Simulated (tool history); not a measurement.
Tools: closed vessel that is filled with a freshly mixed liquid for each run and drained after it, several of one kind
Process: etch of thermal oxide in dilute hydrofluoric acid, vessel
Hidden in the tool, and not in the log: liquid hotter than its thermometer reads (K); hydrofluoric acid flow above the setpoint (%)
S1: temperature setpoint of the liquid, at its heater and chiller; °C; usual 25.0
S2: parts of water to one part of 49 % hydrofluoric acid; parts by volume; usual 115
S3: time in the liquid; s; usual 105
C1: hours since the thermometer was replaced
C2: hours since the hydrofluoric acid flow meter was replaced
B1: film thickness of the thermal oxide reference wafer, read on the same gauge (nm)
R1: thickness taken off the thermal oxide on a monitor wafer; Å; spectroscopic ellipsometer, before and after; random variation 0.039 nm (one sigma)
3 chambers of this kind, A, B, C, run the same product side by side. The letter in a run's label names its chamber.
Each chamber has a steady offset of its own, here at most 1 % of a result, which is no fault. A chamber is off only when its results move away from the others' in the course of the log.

| run | hour | S1 | S2 | S3 | C1 | C2 | B1 | R1 |
|---|---|---|---|---|---|---|---|---|
| 1B | 8.3 | 25.0 | 115 | 105 | 897.3 | 1383.9 | 120.00 | 43.643 |
| 2C | 16.5 | 25.0 | 115 | 105 | 1527.8 | 465.2 | 120.00 | 43.602 |
| 3A | 26.2 | 25.0 | 115 | 105 | 765.2 | 1818.7 | 120.01 | 44.900 |
| 4A | 32.9 | 25.0 | 115 | 105 | 771.9 | 1825.4 | 120.01 | 43.880 |
|  | 38.3 | chamber B: thermometer replaced |
| 5B | 40.7 | 25.0 | 115 | 105 | 2.5 | 1416.3 | 120.00 | 43.347 |
| 6C | 50.0 | 25.0 | 115 | 105 | 1561.3 | 498.7 | 119.99 | 43.682 |
| 7B | 60.8 | 20.5 | 115 | 105 | 22.6 | 1436.4 | 120.01 | 36.362 |
|  | 68.0 | chamber A: hydrofluoric acid flow meter replaced |
| 8C | 70.5 | 20.5 | 115 | 105 | 1581.8 | 519.2 | 119.99 | 36.778 |
| 9A | 76.2 | 20.5 | 115 | 105 | 815.2 | 8.2 | 120.00 | 37.181 |
| 10A | 86.4 | 25.0 | 115 | 105 | 825.4 | 18.4 | 120.00 | 43.921 |
| 11C | 92.9 | 25.0 | 115 | 105 | 1604.2 | 541.6 | 120.01 | 44.223 |
| 12B | 101.9 | 25.0 | 115 | 105 | 63.7 | 1477.5 | 119.99 | 43.888 |
| 13B | 112.4 | 25.0 | 115 | 105 | 74.2 | 1488.0 | 120.01 | 43.493 |
| 14C | 119.4 | 25.0 | 115 | 105 | 1630.7 | 568.1 | 120.00 | 45.917 |
| 15A | 127.5 | 25.0 | 115 | 105 | 866.5 | 59.5 | 119.99 | 43.727 |
| 16B | 137.9 | 25.0 | 115 | 105 | 99.7 | 1513.5 | 120.01 | 44.421 |
| 17A | 147.3 | 25.0 | 115 | 105 | 886.3 | 79.3 | 120.00 | 43.253 |
| 18C | 156.9 | 22.5 | 65 | 105 | 1668.2 | 605.6 | 120.01 | 78.250 |
| 19A | 164.5 | 22.5 | 65 | 105 | 903.5 | 96.5 | 119.99 | 76.021 |
| 20B | 173.3 | 22.5 | 65 | 105 | 135.1 | 1548.9 | 119.99 | 73.091 |
| 21C | 179.3 | 25.0 | 115 | 105 | 1690.6 | 628.0 | 119.99 | 46.799 |
| 22B | 187.8 | 25.0 | 115 | 105 | 149.6 | 1563.4 | 120.00 | 44.253 |
| 23C | 196.2 | 25.0 | 115 | 105 | 1707.5 | 644.9 | 120.00 | 46.686 |
| 24A | 205.8 | 22.0 | 115 | 105 | 944.8 | 137.8 | 120.01 | 38.488 |
| 25C | 210.8 | 22.0 | 115 | 105 | 1722.1 | 659.5 | 119.99 | 41.517 |
| 26A | 218.6 | 22.0 | 115 | 105 | 957.6 | 150.6 | 120.00 | 38.990 |
| 27B | 224.2 | 25.0 | 115 | 105 | 186.0 | 1599.8 | 120.01 | 43.680 |
| 28C | 231.8 | 25.0 | 115 | 105 | 1743.1 | 680.5 | 119.98 | 46.946 |
| 29B | 242.6 | 25.0 | 115 | 55 | 204.4 | 1618.2 | 120.01 | 22.608 |
| 30A | 251.6 | 25.0 | 115 | 55 | 990.6 | 183.6 | 119.99 | 22.746 |
| 31A | 260.6 | 25.0 | 115 | 55 | 999.6 | 192.6 | 119.99 | 23.073 |
| 32B | 267.7 | 25.0 | 115 | 105 | 229.5 | 1643.3 | 119.99 | 43.451 |
| 33C | 274.7 | 25.0 | 115 | 105 | 1786.0 | 723.4 | 120.02 | 48.150 |

All 3 chambers run these settings next. Forecast each chamber's results:
| 34A | 282.5 | 20.0 | 115 | 105 |  |  |  | ? |
| 34B | 282.5 | 20.0 | 115 | 105 |  |  |  | ? |
| 34C | 282.5 | 20.0 | 115 | 105 |  |  |  | ? |

| run | R1 |
|---|---|
| 34A | 35.845 |
| 34B | 35.559 |
| 34C | 39.574 |
